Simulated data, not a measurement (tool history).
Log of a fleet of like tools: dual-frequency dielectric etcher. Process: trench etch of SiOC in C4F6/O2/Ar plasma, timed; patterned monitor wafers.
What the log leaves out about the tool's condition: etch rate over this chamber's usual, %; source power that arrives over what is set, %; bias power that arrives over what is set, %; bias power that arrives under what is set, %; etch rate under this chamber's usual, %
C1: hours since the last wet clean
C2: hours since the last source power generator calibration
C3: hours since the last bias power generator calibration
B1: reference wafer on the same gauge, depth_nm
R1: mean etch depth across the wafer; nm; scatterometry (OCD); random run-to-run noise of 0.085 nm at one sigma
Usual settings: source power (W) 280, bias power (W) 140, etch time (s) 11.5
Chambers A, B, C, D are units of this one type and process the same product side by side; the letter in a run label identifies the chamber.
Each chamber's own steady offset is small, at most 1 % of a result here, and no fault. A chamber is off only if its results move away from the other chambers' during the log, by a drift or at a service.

Run 1C, day 0.158: usual settings; C1 520.6; C2 812.2; C3 1511.2; B1 18.696. Result: R1 19.259 nm.
Run 2D, day 0.346: usual settings; C1 381; C2 2202.3; C3 1461.1; B1 18.687. Result: R1 19.202 nm.
Run 3B, day 0.496: usual settings; C1 309.3; C2 2517.3; C3 922; B1 18.69. Result: R1 19.087 nm.
Run 4A, day 0.617: usual settings; C1 401.7; C2 950.5; C3 3177.6; B1 18.713. Result: R1 19.303 nm.
Run 5A, day 0.75: usual settings; C1 404.9; C2 953.7; C3 3180.8; B1 18.705. Result: R1 19.314 nm.
Run 6D, day 0.992: usual settings but bias power (W) 167, etch time (s) 14; C1 396.5; C2 2217.8; C3 1476.6; B1 18.679. Result: R1 24.773 nm.
Run 7B, day 1.1: usual settings but bias power (W) 167, etch time (s) 14; C1 323.8; C2 2531.8; C3 936.5; B1 18.717. Result: R1 24.474 nm.
Run 8C, day 1.233: usual settings but bias power (W) 167, etch time (s) 14; C1 546.4; C2 838; C3 1537; B1 18.705. Result: R1 24.643 nm.
Run 9C, day 1.392: usual settings but bias power (W) 167, etch time (s) 14; C1 550.2; C2 841.8; C3 1540.8; B1 18.691. Result: R1 24.74 nm.
Run 10B, day 1.554: usual settings; C1 334.7; C2 2542.7; C3 947.4; B1 18.697. Result: R1 19.363 nm.
Run 11D, day 1.692: usual settings; C1 413.3; C2 2234.6; C3 1493.4; B1 18.689. Result: R1 19.233 nm.
At day 1.742: chamber A: wet clean of the chamber.
Run 12A, day 1.896: usual settings; C1 3.8; C2 981.2; C3 3208.3; B1 18.699. Result: R1 20.339 nm.
Run 13C, day 2.104: usual settings; C1 567.3; C2 858.9; C3 1557.9; B1 18.714. Result: R1 19.175 nm.
Run 14B, day 2.217: usual settings but bias power (W) 165, etch time (s) 13; C1 350.6; C2 2558.6; C3 963.3; B1 18.696. Result: R1 22.818 nm.
At day 2.275: chamber D: wet clean of the chamber.
Run 15A, day 2.425: usual settings but bias power (W) 165, etch time (s) 13; C1 16.5; C2 993.9; C3 3221; B1 18.681. Result: R1 24.483 nm.
Run 16D, day 2.621: usual settings but bias power (W) 165, etch time (s) 13; C1 8.3; C2 2256.9; C3 1515.7; B1 18.696. Result: R1 22.79 nm.
Run 17A, day 2.779: usual settings but bias power (W) 165, etch time (s) 13; C1 25; C2 1002.4; C3 3229.5; B1 18.703. Result: R1 24.335 nm.
Run 18D, day 2.929: usual settings; C1 15.7; C2 2264.3; C3 1523.1; B1 18.71. Result: R1 19.084 nm.
Run 19C, day 3.046: usual settings; C1 589.9; C2 881.5; C3 1580.5; B1 18.691. Result: R1 19.202 nm.
Run 20B, day 3.188: usual settings but etch time (s) 9.5; C1 373.9; C2 2581.9; C3 986.6; B1 18.692. Result: R1 15.853 nm.
Run 21C, day 3.325: usual settings but etch time (s) 9.5; C1 596.6; C2 888.2; C3 1587.2; B1 18.706. Result: R1 15.825 nm.
Run 22B, day 3.538: usual settings but etch time (s) 9.5; C1 382.3; C2 2590.3; C3 995; B1 18.724. Result: R1 16.028 nm.
Run 23D, day 3.733: usual settings but etch time (s) 9.5; C1 35; C2 2283.6; C3 1542.4; B1 18.691. Result: R1 15.772 nm.
Run 24A, day 3.85: usual settings but source power (W) 340; C1 50.7; C2 1028.1; C3 3255.2; B1 18.715. Result: R1 21.997 nm.
Run 25A, day 4.071: usual settings but source power (W) 340; C1 56; C2 1033.4; C3 3260.5; B1 18.686. Result: R1 22.058 nm.
Run 26D, day 4.225: usual settings but source power (W) 340; C1 46.8; C2 2295.4; C3 1554.2; B1 18.716. Result: R1 20.563 nm.
Run 27C, day 4.383: usual settings but source power (W) 340; C1 622; C2 913.6; C3 1612.6; B1 18.706. Result: R1 20.9 nm.
Run 28B, day 4.625: usual settings; C1 408.4; C2 2616.4; C3 1021.1; B1 18.706. Result: R1 19.389 nm.
At day 4.654: chamber C: wet clean of the chamber.
Run 29B, day 4.838: usual settings but bias power (W) 121; C1 413.5; C2 2621.5; C3 1026.2; B1 18.697. Result: R1 18.49 nm.
Run 30C, day 4.975: usual settings but bias power (W) 121; C1 7.8; C2 927.8; C3 1626.8; B1 18.689. Result: R1 18.36 nm.
Run 31D, day 5.188: usual settings but bias power (W) 121; C1 69.9; C2 2318.5; C3 1577.3; B1 18.696. Result: R1 18.207 nm.
Run 32A, day 5.392: usual settings but bias power (W) 121; C1 87.7; C2 1065.1; C3 3292.2; B1 18.703. Result: R1 19.391 nm.

Next, every chamber runs the same settings. What will each give?
Run 33A, day 5.567: usual settings. Result: R1 ?.
Run 33B, day 5.567: usual settings. Result: R1 ?.
Run 33C, day 5.567: usual settings. Result: R1 ?.
Run 33D, day 5.567: usual settings. Result: R1 ?.

run      R1
33A  20.471
33B  19.086
33C  19.195
33D  18.962
